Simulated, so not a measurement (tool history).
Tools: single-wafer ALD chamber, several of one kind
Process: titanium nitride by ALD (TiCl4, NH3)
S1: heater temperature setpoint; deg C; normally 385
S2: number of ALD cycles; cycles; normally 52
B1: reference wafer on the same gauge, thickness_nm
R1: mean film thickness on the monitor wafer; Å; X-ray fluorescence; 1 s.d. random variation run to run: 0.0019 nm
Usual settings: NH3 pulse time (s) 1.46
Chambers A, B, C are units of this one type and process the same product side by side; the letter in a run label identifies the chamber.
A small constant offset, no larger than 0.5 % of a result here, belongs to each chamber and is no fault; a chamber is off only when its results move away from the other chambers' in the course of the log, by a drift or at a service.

run 1A hour=6.5 | S1=385 S2=52 NH3_pulse_time_(s)=1.46 | B1=0.95997 | R1=11.111
run 2C hour=16.1 | S1=385 S2=52 NH3_pulse_time_(s)=1.46 | B1=0.9597 | R1=11.109
run 3B hour=21.2 | S1=385 S2=52 NH3_pulse_time_(s)=1.46 | B1=0.95978 | R1=11.056
run 4A hour=27.9 | S1=385 S2=52 NH3_pulse_time_(s)=1.46 | B1=0.95966 | R1=11.058
run 5B hour=35.2 | S1=385 S2=52 NH3_pulse_time_(s)=1.46 | B1=0.95908 | R1=11.047
run 6C hour=42.1 | S1=385 S2=52 NH3_pulse_time_(s)=1.46 | B1=0.9591 | R1=11.118
run 7A hour=47.8 | S1=385 S2=52 NH3_pulse_time_(s)=1.46 | B1=0.95892 | R1=11.071
run 8B hour=55.4 | S1=385 S2=52 NH3_pulse_time_(s)=1.46 | B1=0.95897 | R1=11.065
run 9C hour=62.6 | S1=385 S2=52 NH3_pulse_time_(s)=1.46 | B1=0.95828 | R1=11.087
run 10B hour=69.1 | S1=385 S2=52 NH3_pulse_time_(s)=1.46 | B1=0.95842 | R1=11.041
run 11C hour=77.5 | S1=385 S2=52 NH3_pulse_time_(s)=1.46 | B1=0.95814 | R1=11.104
run 12A hour=85.4 | S1=385 S2=52 NH3_pulse_time_(s)=1.46 | B1=0.9582 | R1=11.08
run 13C hour=92.6 | S1=385 S2=52 NH3_pulse_time_(s)=1.46 | B1=0.95768 | R1=11.109
run 14B hour=102.1 | S1=385 S2=52 NH3_pulse_time_(s)=1.46 | B1=0.95752 | R1=11.007
run 15A hour=110.4 | S1=385 S2=52 NH3_pulse_time_(s)=1.16 | B1=0.95711 | R1=10.898
run 16B hour=118.2 | S1=385 S2=52 NH3_pulse_time_(s)=1.16 | B1=0.95676 | R1=10.888
run 17C hour=126.6 | S1=385 S2=52 NH3_pulse_time_(s)=1.16 | B1=0.95676 | R1=10.923
run 18A hour=133.7 | S1=376 S2=52 NH3_pulse_time_(s)=0.9 | B1=0.95611 | R1=10.509
run 19B hour=142.5 | S1=376 S2=52 NH3_pulse_time_(s)=0.9 | B1=0.9567 | R1=10.476
run 20C hour=149.9 | S1=376 S2=52 NH3_pulse_time_(s)=0.9 | B1=0.95603 | R1=10.521
run 21A hour=154.5 | S1=385 S2=52 NH3_pulse_time_(s)=1.46 | B1=0.95624 | R1=11.069
run 22A hour=161.5 | S1=385 S2=52 NH3_pulse_time_(s)=1.46 | B1=0.95526 | R1=11.049
run 23B hour=167.6 | S1=385 S2=56 NH3_pulse_time_(s)=1.46 | B1=0.95546 | R1=11.874
run 24C hour=173.8 | S1=385 S2=56 NH3_pulse_time_(s)=1.46 | B1=0.95574 | R1=11.926
run 25C hour=179.2 | S1=385 S2=56 NH3_pulse_time_(s)=1.46 | B1=0.95604 | R1=11.946
run 26A hour=186.4 | S1=374 S2=52 NH3_pulse_time_(s)=1.46 | B1=0.95561 | R1=10.898
run 27B hour=193.4 | S1=374 S2=52 NH3_pulse_time_(s)=1.46 | B1=0.95473 | R1=10.864
-- hour=193.8 chamber A: thermocouple changed; heater temperature recalibrated
run 28B hour=202.7 | S1=374 S2=52 NH3_pulse_time_(s)=1.46 | B1=0.95496 | R1=10.852
run 29A hour=211 | S1=385 S2=52 NH3_pulse_time_(s)=1.46 | B1=0.95462 | R1=11.026
run 30C hour=216.4 | S1=385 S2=52 NH3_pulse_time_(s)=1.46 | B1=0.95439 | R1=11.05
run 31C hour=223.4 | S1=385 S2=57 NH3_pulse_time_(s)=1.71 | B1=0.95459 | R1=12.198
run 32A hour=229.4 | S1=385 S2=57 NH3_pulse_time_(s)=1.71 | B1=0.95396 | R1=12.214
run 33B hour=236.1 | S1=385 S2=57 NH3_pulse_time_(s)=1.71 | B1=0.95395 | R1=12.172
run 34C hour=241.1 | S1=385 S2=52 NH3_pulse_time_(s)=1.46 | B1=0.95385 | R1=11.039
run 35A hour=250.3 | S1=385 S2=52 NH3_pulse_time_(s)=1.46 | B1=0.95392 | R1=11.023
run 36B hour=255 | S1=385 S2=52 NH3_pulse_time_(s)=1.46 | B1=0.95379 | R1=10.998
run 37B hour=261.3 | S1=385 S2=58 NH3_pulse_time_(s)=1.97 | B1=0.95365 | R1=12.483
run 38C hour=266 | S1=385 S2=58 NH3_pulse_time_(s)=1.97 | B1=0.95357 | R1=12.519

Which is it: a chamber that has drifted or been left off by a service, a gauge drift common to all chambers, or only each chamber's usual small offset? If a chamber is off, name it and its likeliest cause.

Gauge drift. The chambers move together only on paper, and none stands off.
What lies behind it: gauge reads low (%) = 0.716.
